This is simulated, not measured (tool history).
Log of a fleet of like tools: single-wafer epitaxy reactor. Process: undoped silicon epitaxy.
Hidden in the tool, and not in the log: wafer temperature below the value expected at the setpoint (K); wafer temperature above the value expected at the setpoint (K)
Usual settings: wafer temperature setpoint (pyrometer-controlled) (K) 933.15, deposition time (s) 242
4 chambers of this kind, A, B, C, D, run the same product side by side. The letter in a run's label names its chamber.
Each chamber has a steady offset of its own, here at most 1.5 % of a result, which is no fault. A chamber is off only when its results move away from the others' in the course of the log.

run,hour,wafer temperature setpoint (pyrometer-controlled) (K),deposition time (s),hours since the last pyrometer calibration,"read-back reference wafer on the same gauge, thickness_nm",mean film thickness on the monitor wafer (nm)
1D,12.3,933.15,242,101.3,51.771,50.963
2A,25.1,933.15,242,1074.1,51.798,49.86
3B,33,933.15,242,322.2,51.789,50.305
4C,43.7,933.15,242,562.8,51.734,50.4
5A,51.2,933.15,242,1100.2,51.758,49.793
6D,64.3,933.15,242,153.3,51.728,50.865
7C,71,941.15,208,590.1,51.726,51.335
8B,82,941.15,208,371.2,51.74,51.249
9B,95.3,941.15,208,384.5,51.724,51.224
10C,105.1,941.15,208,624.2,51.704,51.415
11D,116.9,933.15,267,205.9,51.711,55.978
12A,131,933.15,267,1180,51.702,55.071
13C,143.6,933.15,267,662.7,51.668,55.536
14A,157.2,933.15,267,1206.2,51.658,54.797
15D,166.9,933.15,242,255.9,51.657,50.898
16B,180.5,933.15,242,469.7,51.659,50.254
17A,191.8,933.15,242,1240.8,51.659,49.741
18B,200.5,933.15,242,489.7,51.635,50.266
19D,214.9,933.15,242,303.9,51.621,50.724
20C,222.4,933.15,242,741.5,51.616,50.272
21D,233.3,933.15,242,322.3,51.586,50.701
22C,242.5,933.15,242,761.6,51.591,50.368
23B,256.2,933.15,264,545.4,51.583,54.978
24A,268.9,933.15,264,1317.9,51.572,54.038
25D,276.9,933.15,264,365.9,51.591,55.319
26B,284.1,933.15,264,573.3,51.57,54.719
27C,297,944.15,242,816.1,51.553,63.497
28A,307.9,944.15,242,1356.9,51.548,62.667
29B,321.5,944.15,242,610.7,51.543,63.037
30C,335.7,944.15,242,854.8,51.528,63.333
31D,345,933.15,242,434,51.508,50.678
32A,359.9,943.15,215,1408.9,51.499,54.564
33B,370,943.15,215,659.2,51.49,54.777
34C,384.1,943.15,215,903.2,51.497,55.197

What goes on in this fleet: one chamber off, a drifting gauge, or nothing beyond the chambers' own small offsets? Name the chamber and the cause, if any.

The gauge drifts, so all chambers seem to drift together. No chamber is off.
Cause: gauge reads low (%) = 0.621.
